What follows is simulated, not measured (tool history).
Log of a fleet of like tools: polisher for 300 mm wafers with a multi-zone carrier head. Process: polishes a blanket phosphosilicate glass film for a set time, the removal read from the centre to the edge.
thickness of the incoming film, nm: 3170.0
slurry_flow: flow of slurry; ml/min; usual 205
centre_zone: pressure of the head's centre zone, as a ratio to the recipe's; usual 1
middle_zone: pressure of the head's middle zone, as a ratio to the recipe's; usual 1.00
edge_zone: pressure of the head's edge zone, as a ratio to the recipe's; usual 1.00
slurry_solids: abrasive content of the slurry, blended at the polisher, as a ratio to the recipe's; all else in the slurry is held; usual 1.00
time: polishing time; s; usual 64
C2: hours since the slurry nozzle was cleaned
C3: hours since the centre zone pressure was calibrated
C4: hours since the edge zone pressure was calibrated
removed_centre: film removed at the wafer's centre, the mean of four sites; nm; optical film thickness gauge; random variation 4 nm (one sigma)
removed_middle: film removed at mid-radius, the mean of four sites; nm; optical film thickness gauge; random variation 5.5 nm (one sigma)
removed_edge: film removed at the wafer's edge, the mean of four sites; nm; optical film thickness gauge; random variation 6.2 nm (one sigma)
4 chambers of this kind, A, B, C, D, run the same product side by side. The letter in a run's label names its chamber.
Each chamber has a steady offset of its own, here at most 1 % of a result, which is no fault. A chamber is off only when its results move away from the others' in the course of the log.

{"day": 0.221, "done": "chamber B: worn pad replaced by a new one"}
{"run": "1D", "day": 0.512, "slurry_flow": 205, "centre_zone": 1, "middle_zone": 1.0, "edge_zone": 1.0, "slurry_solids": 1.0, "time": 64, "wafers polished on this pad": 133, "C2": 96.7, "C3": 64.4, "C4": 374.4, "removed_centre": 438.62, "removed_middle": 444.35, "removed_edge": 441.65}
{"run": "2C", "day": 0.946, "slurry_flow": 205, "centre_zone": 1, "middle_zone": 1.0, "edge_zone": 1.0, "slurry_solids": 1.0, "time": 64, "wafers polished on this pad": 244, "C2": 461.8, "C3": 740.5, "C4": 176.2, "removed_centre": 441.73, "removed_middle": 442.54, "removed_edge": 443.99}
{"run": "3B", "day": 1.212, "slurry_flow": 205, "centre_zone": 1, "middle_zone": 1.0, "edge_zone": 1.0, "slurry_solids": 1.0, "time": 64, "wafers polished on this pad": 239, "C2": 73.5, "C3": 878.5, "C4": 1119.7, "removed_centre": 440.19, "removed_middle": 454.16, "removed_edge": 434.42}
{"run": "4A", "day": 1.583, "slurry_flow": 205, "centre_zone": 1, "middle_zone": 1.0, "edge_zone": 1.0, "slurry_solids": 1.0, "time": 64, "wafers polished on this pad": 668, "C2": 162.9, "C3": 403.7, "C4": 1087.7, "removed_centre": 445.21, "removed_middle": 439.73, "removed_edge": 444.01}
{"run": "5B", "day": 1.917, "slurry_flow": 205, "centre_zone": 1, "middle_zone": 1.0, "edge_zone": 1.0, "slurry_solids": 1.0, "time": 64, "wafers polished on this pad": 408, "C2": 90.4, "C3": 895.4, "C4": 1136.6, "removed_centre": 443.6, "removed_middle": 439.84, "removed_edge": 435.64}
{"run": "6D", "day": 2.212, "slurry_flow": 205, "centre_zone": 1, "middle_zone": 1.0, "edge_zone": 1.0, "slurry_solids": 1.0, "time": 64, "wafers polished on this pad": 542, "C2": 137.5, "C3": 105.2, "C4": 415.2, "removed_centre": 444.88, "removed_middle": 444.06, "removed_edge": 437.75}
{"run": "7A", "day": 2.642, "slurry_flow": 205, "centre_zone": 1, "middle_zone": 1.0, "edge_zone": 1.0, "slurry_solids": 1.0, "time": 64, "wafers polished on this pad": 922, "C2": 188.3, "C3": 429.1, "C4": 1113.1, "removed_centre": 449.41, "removed_middle": 446.01, "removed_edge": 445.02}
{"day": 3.058, "done": "chamber B: worn pad replaced by a new one"}
{"run": "8C", "day": 3.146, "slurry_flow": 205, "centre_zone": 1, "middle_zone": 1.0, "edge_zone": 1.0, "slurry_solids": 1.0, "time": 64, "wafers polished on this pad": 774, "C2": 514.6, "C3": 793.3, "C4": 229.0, "removed_centre": 446.13, "removed_middle": 447.42, "removed_edge": 451.97}
{"run": "9D", "day": 3.488, "slurry_flow": 205, "centre_zone": 1, "middle_zone": 1.0, "edge_zone": 1.0, "slurry_solids": 1.0, "time": 64, "wafers polished on this pad": 849, "C2": 168.1, "C3": 135.8, "C4": 445.8, "removed_centre": 444.45, "removed_middle": 443.82, "removed_edge": 442.18}
{"run": "10B", "day": 4.046, "slurry_flow": 205, "centre_zone": 1, "middle_zone": 1.0, "edge_zone": 1.0, "slurry_solids": 1.0, "time": 64, "wafers polished on this pad": 238, "C2": 141.5, "C3": 946.5, "C4": 1187.7, "removed_centre": 448.33, "removed_middle": 444.93, "removed_edge": 437.27}
{"run": "11C", "day": 4.442, "slurry_flow": 205, "centre_zone": 1, "middle_zone": 1.0, "edge_zone": 1.0, "slurry_solids": 1.0, "time": 64, "wafers polished on this pad": 1085, "C2": 545.7, "C3": 824.4, "C4": 260.1, "removed_centre": 436.43, "removed_middle": 439.0, "removed_edge": 445.2}
{"run": "12A", "day": 4.992, "slurry_flow": 160, "centre_zone": 1, "middle_zone": 0.96, "edge_zone": 1.0, "slurry_solids": 1.0, "time": 64, "wafers polished on this pad": 1488, "C2": 244.7, "C3": 485.5, "C4": 1169.5, "removed_centre": 421.54, "removed_middle": 405.51, "removed_edge": 424.03}
{"run": "13A", "day": 5.483, "slurry_flow": 160, "centre_zone": 1, "middle_zone": 0.96, "edge_zone": 1.0, "slurry_solids": 1.0, "time": 64, "wafers polished on this pad": 1606, "C2": 256.5, "C3": 497.3, "C4": 1181.3, "removed_centre": 417.58, "removed_middle": 413.17, "removed_edge": 415.94}
{"run": "14D", "day": 5.821, "slurry_flow": 160, "centre_zone": 1, "middle_zone": 0.96, "edge_zone": 1.0, "slurry_solids": 1.0, "time": 64, "wafers polished on this pad": 1411, "C2": 224.1, "C3": 191.8, "C4": 501.8, "removed_centre": 419.24, "removed_middle": 410.23, "removed_edge": 425.16}
{"day": 6.079, "done": "chamber B: edge zone pressure recalibrated"}
{"run": "15B", "day": 6.217, "slurry_flow": 160, "centre_zone": 1, "middle_zone": 0.96, "edge_zone": 1.0, "slurry_solids": 1.0, "time": 64, "wafers polished on this pad": 760, "C2": 193.6, "C3": 998.6, "C4": 3.3, "removed_centre": 423.94, "removed_middle": 404.04, "removed_edge": 429.98}
{"day": 6.404, "done": "chamber D: worn pad replaced by a new one"}
{"day": 6.483, "done": "chamber B: worn pad replaced by a new one"}
{"run": "16C", "day": 6.525, "slurry_flow": 205, "centre_zone": 1, "middle_zone": 1.0, "edge_zone": 1.0, "slurry_solids": 1.0, "time": 64, "wafers polished on this pad": 1587, "C2": 595.7, "C3": 874.4, "C4": 310.1, "removed_centre": 451.76, "removed_middle": 440.38, "removed_edge": 458.93}
{"day": 6.571, "done": "chamber C: worn pad replaced by a new one"}
{"day": 6.571, "done": "chamber A: slurry nozzle cleaned"}
{"day": 6.788, "done": "chamber D: slurry nozzle cleaned"}
{"run": "17B", "day": 6.8, "slurry_flow": 205, "centre_zone": 1, "middle_zone": 0.94, "edge_zone": 1.0, "slurry_solids": 1.0, "time": 74, "wafers polished on this pad": 77, "C2": 207.6, "C3": 1012.6, "C4": 17.3, "removed_centre": 513.18, "removed_middle": 497.21, "removed_edge": 514.87}
{"run": "18C", "day": 7.233, "slurry_flow": 205, "centre_zone": 1, "middle_zone": 0.94, "edge_zone": 1.0, "slurry_solids": 1.0, "time": 74, "wafers polished on this pad": 159, "C2": 612.7, "C3": 891.4, "C4": 327.1, "removed_centre": 511.47, "removed_middle": 479.09, "removed_edge": 509.7}
{"run": "19A", "day": 7.533, "slurry_flow": 205, "centre_zone": 1, "middle_zone": 0.94, "edge_zone": 1.0, "slurry_solids": 1.0, "time": 74, "wafers polished on this pad": 2100, "C2": 23.1, "C3": 546.5, "C4": 1230.5, "removed_centre": 503.75, "removed_middle": 474.79, "removed_edge": 492.1}
{"day": 7.588, "done": "chamber A: edge zone pressure recalibrated"}
{"run": "20D", "day": 7.883, "slurry_flow": 205, "centre_zone": 1, "middle_zone": 0.94, "edge_zone": 1.0, "slurry_solids": 1.0, "time": 74, "wafers polished on this pad": 356, "C2": 26.3, "C3": 241.3, "C4": 551.3, "removed_centre": 518.71, "removed_middle": 480.23, "removed_edge": 500.47}
{"day": 7.962, "done": "chamber C: slurry nozzle cleaned"}
{"run": "21A", "day": 8.292, "slurry_flow": 235, "centre_zone": 1, "middle_zone": 1.0, "edge_zone": 1.06, "slurry_solids": 1.0, "time": 64, "wafers polished on this pad": 2282, "C2": 41.3, "C3": 564.7, "C4": 17.0, "removed_centre": 450.38, "removed_middle": 446.53, "removed_edge": 467.61}
{"run": "22B", "day": 8.571, "slurry_flow": 235, "centre_zone": 1, "middle_zone": 1.0, "edge_zone": 1.06, "slurry_solids": 1.0, "time": 64, "wafers polished on this pad": 503, "C2": 250.1, "C3": 1055.1, "C4": 59.8, "removed_centre": 450.44, "removed_middle": 446.02, "removed_edge": 453.14}
{"run": "23C", "day": 8.821, "slurry_flow": 235, "centre_zone": 1, "middle_zone": 1.0, "edge_zone": 1.06, "slurry_solids": 1.0, "time": 64, "wafers polished on this pad": 541, "C2": 20.6, "C3": 929.5, "C4": 365.2, "removed_centre": 451.06, "removed_middle": 455.9, "removed_edge": 473.3}
{"run": "24D", "day": 9.088, "slurry_flow": 235, "centre_zone": 1, "middle_zone": 1.0, "edge_zone": 1.06, "slurry_solids": 1.0, "time": 64, "wafers polished on this pad": 646, "C2": 55.2, "C3": 270.2, "C4": 580.2, "removed_centre": 456.94, "removed_middle": 454.6, "removed_edge": 460.57}
{"run": "25C", "day": 9.575, "slurry_flow": 205, "centre_zone": 1, "middle_zone": 1.0, "edge_zone": 1.0, "slurry_solids": 1.0, "time": 64, "wafers polished on this pad": 723, "C2": 38.7, "C3": 947.6, "C4": 383.3, "removed_centre": 448.29, "removed_middle": 444.27, "removed_edge": 452.1}
{"run": "26B", "day": 9.867, "slurry_flow": 205, "centre_zone": 1, "middle_zone": 1.0, "edge_zone": 0.95, "slurry_solids": 1.0, "time": 64, "wafers polished on this pad": 815, "C2": 281.2, "C3": 1086.2, "C4": 90.9, "removed_centre": 434.27, "removed_middle": 433.68, "removed_edge": 426.39}
{"day": 10.171, "done": "chamber B: worn pad replaced by a new one"}
{"run": "27D", "day": 10.208, "slurry_flow": 205, "centre_zone": 1, "middle_zone": 1.0, "edge_zone": 0.95, "slurry_solids": 1.0, "time": 64, "wafers polished on this pad": 916, "C2": 82.1, "C3": 297.1, "C4": 607.1, "removed_centre": 447.48, "removed_middle": 432.4, "removed_edge": 438.27}
{"run": "28A", "day": 10.467, "slurry_flow": 205, "centre_zone": 1, "middle_zone": 1.0, "edge_zone": 0.95, "slurry_solids": 1.0, "time": 64, "wafers polished on this pad": 2806, "C2": 93.5, "C3": 616.9, "C4": 69.2, "removed_centre": 424.02, "removed_middle": 426.39, "removed_edge": 409.35}
{"run": "29D", "day": 10.854, "slurry_flow": 205, "centre_zone": 1, "middle_zone": 1.0, "edge_zone": 0.95, "slurry_solids": 1.0, "time": 64, "wafers polished on this pad": 1071, "C2": 97.6, "C3": 312.6, "C4": 622.6, "removed_centre": 444.37, "removed_middle": 454.42, "removed_edge": 428.11}
{"run": "30C", "day": 11.212, "slurry_flow": 205, "centre_zone": 1, "middle_zone": 1.0, "edge_zone": 1.0, "slurry_solids": 1.0, "time": 64, "wafers polished on this pad": 1117, "C2": 78.0, "C3": 986.9, "C4": 422.6, "removed_centre": 436.22, "removed_middle": 432.31, "removed_edge": 446.01}
{"run": "31A", "day": 11.662, "slurry_flow": 205, "centre_zone": 1, "middle_zone": 1.0, "edge_zone": 1.0, "slurry_solids": 1.0, "time": 64, "wafers polished on this pad": 3094, "C2": 122.2, "C3": 645.6, "C4": 97.9, "removed_centre": 420.93, "removed_middle": 429.78, "removed_edge": 421.16}
{"day": 11.825, "done": "chamber C: worn pad replaced by a new one"}
{"run": "32B", "day": 12.229, "slurry_flow": 235, "centre_zone": 1, "middle_zone": 1.0, "edge_zone": 0.89, "slurry_solids": 1.0, "time": 64, "wafers polished on this pad": 495, "C2": 337.9, "C3": 1142.9, "C4": 147.6, "removed_centre": 449.87, "removed_middle": 451.34, "removed_edge": 421.12}
{"run": "33A", "day": 12.75, "slurry_flow": 235, "centre_zone": 1, "middle_zone": 1.0, "edge_zone": 0.89, "slurry_solids": 1.0, "time": 64, "wafers polished on this pad": 3355, "C2": 148.3, "C3": 671.7, "C4": 124.0, "removed_centre": 426.03, "removed_middle": 432.73, "removed_edge": 400.61}
{"day": 13.158, "done": "chamber D: worn pad replaced by a new one"}
{"run": "34B", "day": 13.171, "slurry_flow": 235, "centre_zone": 1, "middle_zone": 1.0, "edge_zone": 0.89, "slurry_solids": 1.0, "time": 64, "wafers polished on this pad": 722, "C2": 360.5, "C3": 1165.5, "C4": 170.2, "removed_centre": 446.08, "removed_middle": 453.65, "removed_edge": 419.59}
{"run": "35C", "day": 13.596, "slurry_flow": 235, "centre_zone": 1, "middle_zone": 1.0, "edge_zone": 0.89, "slurry_solids": 1.0, "time": 64, "wafers polished on this pad": 426, "C2": 135.2, "C3": 1044.1, "C4": 479.8, "removed_centre": 453.36, "removed_middle": 456.02, "removed_edge": 425.42}
{"run": "36D", "day": 14.138, "slurry_flow": 205, "centre_zone": 1, "middle_zone": 1.0, "edge_zone": 1.0, "slurry_solids": 1.0, "time": 64, "wafers polished on this pad": 236, "C2": 176.4, "C3": 391.4, "C4": 701.4, "removed_centre": 442.17, "removed_middle": 443.05, "removed_edge": 443.53}
{"run": "37C", "day": 14.446, "slurry_flow": 205, "centre_zone": 1, "middle_zone": 1.0, "edge_zone": 1.0, "slurry_solids": 1.0, "time": 64, "wafers polished on this pad": 631, "C2": 155.6, "C3": 1064.5, "C4": 500.2, "removed_centre": 442.95, "removed_middle": 450.82, "removed_edge": 451.72}
{"run": "38A", "day": 15.021, "slurry_flow": 205, "centre_zone": 1, "middle_zone": 1.06, "edge_zone": 1.0, "slurry_solids": 0.75, "time": 64, "wafers polished on this pad": 3902, "C2": 202.8, "C3": 726.2, "C4": 178.5, "removed_centre": 361.97, "removed_middle": 381.71, "removed_edge": 368.7}

All 4 chambers run these settings next. Forecast each chamber's results:
{"run": "39A", "day": 15.442, "slurry_flow": 205, "centre_zone": 1, "middle_zone": 1.0, "edge_zone": 1.0, "slurry_solids": 1.0, "time": 64, "removed_centre": "?", "removed_middle": "?", "removed_edge": "?"}
{"run": "39B", "day": 15.442, "slurry_flow": 205, "centre_zone": 1, "middle_zone": 1.0, "edge_zone": 1.0, "slurry_solids": 1.0, "time": 64, "removed_centre": "?", "removed_middle": "?", "removed_edge": "?"}
{"run": "39C", "day": 15.442, "slurry_flow": 205, "centre_zone": 1, "middle_zone": 1.0, "edge_zone": 1.0, "slurry_solids": 1.0, "time": 64, "removed_centre": "?", "removed_middle": "?", "removed_edge": "?"}
{"run": "39D", "day": 15.442, "slurry_flow": 205, "centre_zone": 1, "middle_zone": 1.0, "edge_zone": 1.0, "slurry_solids": 1.0, "time": 64, "removed_centre": "?", "removed_middle": "?", "removed_edge": "?"}

run=39A removed_centre=415.87 removed_middle=425.62 removed_edge=409.56
run=39B removed_centre=445.09 removed_middle=445.20 removed_edge=443.23
run=39C removed_centre=446.38 removed_middle=453.24 removed_edge=448.17
run=39D removed_centre=446.29 removed_middle=438.72 removed_edge=445.59
